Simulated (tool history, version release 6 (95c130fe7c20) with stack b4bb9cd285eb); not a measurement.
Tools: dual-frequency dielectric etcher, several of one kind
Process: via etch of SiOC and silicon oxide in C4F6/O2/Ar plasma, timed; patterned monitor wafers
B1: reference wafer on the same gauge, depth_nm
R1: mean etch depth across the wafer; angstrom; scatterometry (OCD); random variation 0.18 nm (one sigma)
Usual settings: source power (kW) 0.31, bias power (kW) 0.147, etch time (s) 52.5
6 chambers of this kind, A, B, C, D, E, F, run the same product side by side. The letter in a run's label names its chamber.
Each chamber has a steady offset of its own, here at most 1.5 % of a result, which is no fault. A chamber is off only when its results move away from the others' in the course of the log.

Run 1C, hour 6.2: usual settings; B1 48.672. Result: R1 509.07 angstrom.
Run 2A, hour 13.2: usual settings; B1 48.712. Result: R1 502.94 angstrom.
At hour 21.8: chamber E: wet clean of the chamber.
Run 3E, hour 22.2: usual settings; B1 48.714. Result: R1 501.22 angstrom.
Run 4B, hour 28.1: usual settings; B1 48.677. Result: R1 496.55 angstrom.
Run 5F, hour 37.3: usual settings; B1 48.679. Result: R1 510.05 angstrom.
Run 6D, hour 46: usual settings; B1 48.71. Result: R1 505.92 angstrom.
Run 7C, hour 56.3: usual settings; B1 48.694. Result: R1 508.05 angstrom.
Run 8D, hour 61.4: usual settings but bias power (kW) 0.122, etch time (s) 65.5; B1 48.677. Result: R1 597.35 angstrom.
Run 9A, hour 68.2: usual settings but bias power (kW) 0.122, etch time (s) 65.5; B1 48.715. Result: R1 586.11 angstrom.
Run 10F, hour 74.9: usual settings but bias power (kW) 0.122, etch time (s) 65.5; B1 48.655. Result: R1 596.48 angstrom.
Run 11E, hour 80.2: usual settings but bias power (kW) 0.122, etch time (s) 65.5; B1 48.689. Result: R1 587.87 angstrom.
Run 12B, hour 87.2: usual settings but bias power (kW) 0.122, etch time (s) 65.5; B1 48.748. Result: R1 584.17 angstrom.
Run 13B, hour 97.4: usual settings but bias power (kW) 0.122, etch time (s) 65.5; B1 48.698. Result: R1 583.97 angstrom.
Run 14C, hour 103.7: usual settings; B1 48.652. Result: R1 506.55 angstrom.
Run 15D, hour 113.5: usual settings; B1 48.683. Result: R1 503.7 angstrom.
At hour 116: chamber A: wet clean of the chamber.
Run 16A, hour 119.6: usual settings; B1 48.755. Result: R1 498.81 angstrom.
At hour 125.1: chamber B: wet clean of the chamber.
Run 17E, hour 125.4: usual settings; B1 48.721. Result: R1 497.99 angstrom.
Run 18F, hour 133.5: usual settings; B1 48.735. Result: R1 505.42 angstrom.
Run 19C, hour 143.7: usual settings; B1 48.691. Result: R1 504.67 angstrom.
Run 20E, hour 148.6: usual settings; B1 48.677. Result: R1 500.87 angstrom.
Run 21F, hour 154.2: usual settings; B1 48.699. Result: R1 504.45 angstrom.
Run 22B, hour 163.3: usual settings; B1 48.686. Result: R1 495.15 angstrom.
Run 23A, hour 169.6: usual settings; B1 48.699. Result: R1 497.13 angstrom.
Run 24D, hour 175.4: usual settings; B1 48.698. Result: R1 500.51 angstrom.
Run 25D, hour 185.4: usual settings; B1 48.726. Result: R1 507.6 angstrom.
Run 26C, hour 192.8: usual settings; B1 48.65. Result: R1 509.6 angstrom.
Run 27B, hour 199.1: usual settings but source power (kW) 0.25, etch time (s) 60.5; B1 48.624. Result: R1 528.51 angstrom.
Run 28F, hour 204.5: usual settings but source power (kW) 0.25, etch time (s) 60.5; B1 48.719. Result: R1 534.94 angstrom.
Run 29E, hour 211.7: usual settings but source power (kW) 0.25, etch time (s) 60.5; B1 48.695. Result: R1 532.42 angstrom.
Run 30A, hour 219.8: usual settings but source power (kW) 0.25, etch time (s) 60.5; B1 48.67. Result: R1 530.26 angstrom.
Run 31C, hour 226.5: usual settings but source power (kW) 0.25, etch time (s) 60.5; B1 48.711. Result: R1 542.52 angstrom.
Run 32D, hour 233.9: usual settings but source power (kW) 0.25, etch time (s) 60.5; B1 48.713. Result: R1 535.79 angstrom.
Run 33F, hour 244.3: usual settings; B1 48.696. Result: R1 504.92 angstrom.
Run 34B, hour 254.5: usual settings but source power (kW) 0.38; B1 48.751. Result: R1 540.08 angstrom.
Run 35A, hour 262.3: usual settings but source power (kW) 0.38; B1 48.703. Result: R1 540.44 angstrom.
Run 36E, hour 270.7: usual settings but source power (kW) 0.38; B1 48.702. Result: R1 544.03 angstrom.
Run 37E, hour 281: usual settings but source power (kW) 0.38; B1 48.71. Result: R1 537.71 angstrom.
Run 38A, hour 289: usual settings but source power (kW) 0.38; B1 48.674. Result: R1 539.6 angstrom.
At hour 294.7: chamber D: wet clean of the chamber.
Run 39D, hour 297.7: usual settings but source power (kW) 0.38; B1 48.714. Result: R1 546.37 angstrom.
Run 40B, hour 304.6: usual settings; B1 48.687. Result: R1 497.35 angstrom.
Run 41C, hour 313.5: usual settings; B1 48.721. Result: R1 511.59 angstrom.

What goes on in this fleet: one chamber off, a drifting gauge, or nothing beyond the chambers' own small offsets? Name the chamber and the cause, if any.

No chamber stands off beyond its own small offset, and the gauge holds steady.
